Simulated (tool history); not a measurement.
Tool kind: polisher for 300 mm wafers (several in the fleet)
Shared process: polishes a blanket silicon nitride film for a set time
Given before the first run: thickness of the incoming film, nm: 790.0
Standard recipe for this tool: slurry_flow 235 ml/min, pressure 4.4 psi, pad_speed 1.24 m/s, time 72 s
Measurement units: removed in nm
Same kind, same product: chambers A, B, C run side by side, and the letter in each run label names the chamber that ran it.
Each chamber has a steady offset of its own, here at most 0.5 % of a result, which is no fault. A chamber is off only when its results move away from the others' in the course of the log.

run 1C hour=3.6 | slurry_flow=235 pressure=4.4 pad_speed=1.24 time=72 | removed=163.86
run 2B hour=10 | slurry_flow=235 pressure=4.4 pad_speed=1.24 time=72 | removed=162.62
run 3A hour=15.3 | slurry_flow=235 pressure=4.4 pad_speed=1.24 time=72 | removed=160.73
run 4C hour=20.5 | slurry_flow=235 pressure=4.4 pad_speed=1.24 time=72 | removed=162.01
-- hour=22.1 chamber A: slurry nozzle cleaned
run 5B hour=25.4 | slurry_flow=235 pressure=4.4 pad_speed=1.24 time=72 | removed=162.86
run 6A hour=29.7 | slurry_flow=235 pressure=4.4 pad_speed=1.24 time=72 | removed=162.41
run 7C hour=33.8 | slurry_flow=235 pressure=4.4 pad_speed=1.24 time=72 | removed=159.84
run 8B hour=37 | slurry_flow=235 pressure=4.4 pad_speed=1.24 time=72 | removed=162.96
run 9A hour=40.9 | slurry_flow=235 pressure=4.4 pad_speed=1.24 time=72 | removed=163.44
run 10A hour=46.8 | slurry_flow=235 pressure=4.4 pad_speed=1.24 time=72 | removed=165.57
-- hour=49 chamber C: worn pad replaced by a new one
run 11B hour=50.1 | slurry_flow=235 pressure=4.4 pad_speed=1.24 time=72 | removed=160.53
run 12C hour=53.3 | slurry_flow=235 pressure=4.4 pad_speed=1.24 time=72 | removed=163.78
run 13C hour=56.1 | slurry_flow=235 pressure=4.4 pad_speed=1.24 time=72 | removed=161.88
run 14A hour=60.2 | slurry_flow=235 pressure=5.4 pad_speed=1.54 time=72 | removed=238.71
run 15B hour=66.3 | slurry_flow=235 pressure=5.4 pad_speed=1.54 time=72 | removed=235.08
-- hour=67.5 chamber B: head pressure recalibrated
-- hour=69 chamber A: worn pad replaced by a new one
run 16B hour=71 | slurry_flow=235 pressure=5.4 pad_speed=1.54 time=72 | removed=256.33
run 17C hour=75.2 | slurry_flow=165 pressure=4.4 pad_speed=1.24 time=51 | removed=107.83
run 18A hour=78.5 | slurry_flow=165 pressure=4.4 pad_speed=1.24 time=51 | removed=108.58
run 19B hour=83.1 | slurry_flow=165 pressure=4.4 pad_speed=1.24 time=51 | removed=120.1
run 20A hour=86.6 | slurry_flow=235 pressure=4.4 pad_speed=1.24 time=72 | removed=160.1
run 21C hour=92.5 | slurry_flow=235 pressure=3.5 pad_speed=1.24 time=72 | removed=128.83
-- hour=95.9 chamber B: worn pad replaced by a new one
run 22C hour=97.1 | slurry_flow=235 pressure=3.5 pad_speed=1.24 time=72 | removed=129.65
run 23B hour=102.8 | slurry_flow=235 pressure=3.5 pad_speed=1.24 time=72 | removed=141.42
run 24A hour=105.7 | slurry_flow=235 pressure=4.4 pad_speed=1.24 time=72 | removed=161.95
run 25B hour=109.9 | slurry_flow=235 pressure=4.4 pad_speed=1.24 time=72 | removed=179.52
run 26A hour=113.3 | slurry_flow=235 pressure=4.4 pad_speed=1.24 time=72 | removed=163.22
run 27C hour=119.5 | slurry_flow=235 pressure=4.4 pad_speed=1.24 time=72 | removed=159.56
run 28B hour=123.3 | slurry_flow=185 pressure=4.4 pad_speed=1.24 time=72 | removed=170.64
run 29A hour=126.8 | slurry_flow=185 pressure=4.4 pad_speed=1.24 time=72 | removed=155.81
run 30C hour=130.1 | slurry_flow=185 pressure=4.4 pad_speed=1.24 time=72 | removed=155.93
run 31A hour=133.8 | slurry_flow=235 pressure=4.4 pad_speed=1.24 time=72 | removed=162.64
run 32B hour=138.4 | slurry_flow=235 pressure=4.4 pad_speed=1.24 time=72 | removed=175.05
run 33C hour=144 | slurry_flow=235 pressure=4.4 pad_speed=1.24 time=72 | removed=161.23
-- hour=144.4 chamber A: worn pad replaced by a new one
run 34B hour=149.2 | slurry_flow=235 pressure=4.4 pad_speed=1.24 time=72 | removed=176.84
run 35A hour=152.9 | slurry_flow=235 pressure=4.4 pad_speed=1.24 time=72 | removed=164.11
run 36C hour=158.5 | slurry_flow=235 pressure=4.4 pad_speed=1.24 time=72 | removed=161.83
-- hour=159.7 chamber A: head pressure recalibrated
run 37A hour=164.6 | slurry_flow=235 pressure=4.4 pad_speed=1.24 time=72 | removed=162.8
-- hour=166.1 chamber C: worn pad replaced by a new one
run 38B hour=169.5 | slurry_flow=235 pressure=4.4 pad_speed=1.24 time=72 | removed=176.89
run 39C hour=175.7 | slurry_flow=285 pressure=4.4 pad_speed=1.24 time=72 | removed=167.13
run 40C hour=178.5 | slurry_flow=285 pressure=4.4 pad_speed=1.24 time=72 | removed=166.18

Which is it: a chamber that has drifted or been left off by a service, a gauge drift common to all chambers, or only each chamber's usual small offset? If a chamber is off, name it and its likeliest cause.

After it was serviced, chamber B no longer matches the other chambers.
What lies behind it: head's pressure above its setpoint, % = 9.47.

Which of the 4 candidates below, each the usual settings with something changed and its results left as question marks, puts chamber B back in line with what the other chambers give on the usual settings?
In line means no further than this from the other chambers' mean on the usual settings: removed 5 nm
run 41B-1 hour=183.1 | slurry_flow=235 pressure=4.4 pad_speed=1.26 time=73 | removed=?
run 41B-2 hour=183.1 | slurry_flow=235 pressure=4.4 pad_speed=1.24 time=78 | removed=?
run 41B-3 hour=183.1 | slurry_flow=235 pressure=4.4 pad_speed=1.24 time=70 | removed=?
run 41B-4 hour=183.1 | slurry_flow=235 pressure=4.3 pad_speed=1.2 time=70 | removed=?

On the usual settings, the other chambers give on average: removed 162.64 nm
run=41B-1 removed=182.32
run=41B-2 removed=192.37
run=41B-3 removed=172.64
run=41B-4 removed=164.46
41B-4 brings the chamber back in line.
